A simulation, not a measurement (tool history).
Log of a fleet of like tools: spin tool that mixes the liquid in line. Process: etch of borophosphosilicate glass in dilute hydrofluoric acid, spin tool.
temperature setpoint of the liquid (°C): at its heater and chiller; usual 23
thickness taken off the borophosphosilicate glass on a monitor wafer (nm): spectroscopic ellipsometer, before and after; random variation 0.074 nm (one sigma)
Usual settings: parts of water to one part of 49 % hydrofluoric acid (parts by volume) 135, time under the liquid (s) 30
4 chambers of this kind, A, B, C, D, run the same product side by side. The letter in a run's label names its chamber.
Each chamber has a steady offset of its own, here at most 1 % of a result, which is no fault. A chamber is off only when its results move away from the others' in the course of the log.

run    day  temperature setpoint of the liquid (°C)  parts of water to one part of 49 % hydrofluoric acid (parts by volume)  time under the liquid (s)  read-back film thickness of the borophosphosilicate glass reference wafer, read on the same gauge (nm)  thickness taken off the borophosphosilicate glass on a monitor wafer (nm)
 1A  0.267                                       23                                                                     135                         30                                                                                                  140.02                                                                     12.857
     0.329  -- chamber D: thermometer replaced
 2D  0.521                                       23                                                                     135                         30                                                                                                  139.99                                                                     12.865
 3B  0.746                                       23                                                                     135                         30                                                                                                  139.97                                                                     13.009
 4C   0.95                                       23                                                                     135                         30                                                                                                     140                                                                     13.011
 5C  1.279                                       23                                                                     135                         30                                                                                                  140.02                                                                     13.144
 6D  1.617                                       23                                                                     135                         30                                                                                                  139.97                                                                      12.88
 7B  1.883                                       23                                                                     135                         30                                                                                                  139.98                                                                     13.041
 8A   2.05                                       23                                                                     135                         30                                                                                                  140.03                                                                     12.831
 9D   2.35                                       23                                                                     135                         30                                                                                                     140                                                                     12.865
10C  2.575                                       23                                                                     135                         30                                                                                                  140.01                                                                     13.306
11A  2.762                                       23                                                                     135                         30                                                                                                  140.04                                                                     12.858
12B  3.029                                       23                                                                     135                         30                                                                                                     140                                                                      13.13
13D  3.329                                       23                                                                     135                         30                                                                                                  140.02                                                                      12.91
14A  3.567                                       23                                                                     135                         30                                                                                                  140.01                                                                     12.873
15C  3.846                                       23                                                                     185                         30                                                                                                  139.97                                                                     9.3906
16B  4.204                                       23                                                                     185                         30                                                                                                  139.99                                                                      9.139
17A  4.383                                       23                                                                     185                         30                                                                                                     140                                                                     8.9468
18D  4.617                                       23                                                                     185                         30                                                                                                  139.99                                                                     8.8542
19C  4.862                                       23                                                                     135                         30                                                                                                  139.98                                                                     13.757
     5.017  -- chamber C: thermometer replaced
20B  5.167                                       23                                                                     135                         30                                                                                                  139.99                                                                     13.042
21D  5.333                                       23                                                                     135                         30                                                                                                  140.01                                                                     12.869
22B  5.588                                       23                                                                     135                         30                                                                                                  140.04                                                                     13.064
23A  5.804                                       23                                                                     135                         30                                                                                                  140.02                                                                     12.948
24C  6.121                                       23                                                                     135                         30                                                                                                  140.02                                                                     14.025
25D  6.408                                       23                                                                     135                         30                                                                                                  140.01                                                                      12.81
26C  6.704                                       23                                                                     135                         30                                                                                                  139.99                                                                     14.052

All 4 chambers run these settings next. Forecast each chamber's results:
27A  6.971                                       23                                                                     135                         40                                                                                                                                                                                  ?
27B  6.971                                       23                                                                     135                         40                                                                                                                                                                                  ?
27C  6.971                                       23                                                                     135                         40                                                                                                                                                                                  ?
27D  6.971                                       23                                                                     135                         40                                                                                                                                                                                  ?

run  thickness taken off the borophosphosilicate glass on a monitor wafer (nm)
27A                                                                     17.013
27B                                                                     17.491
27C                                                                     19.012
27D                                                                     17.249
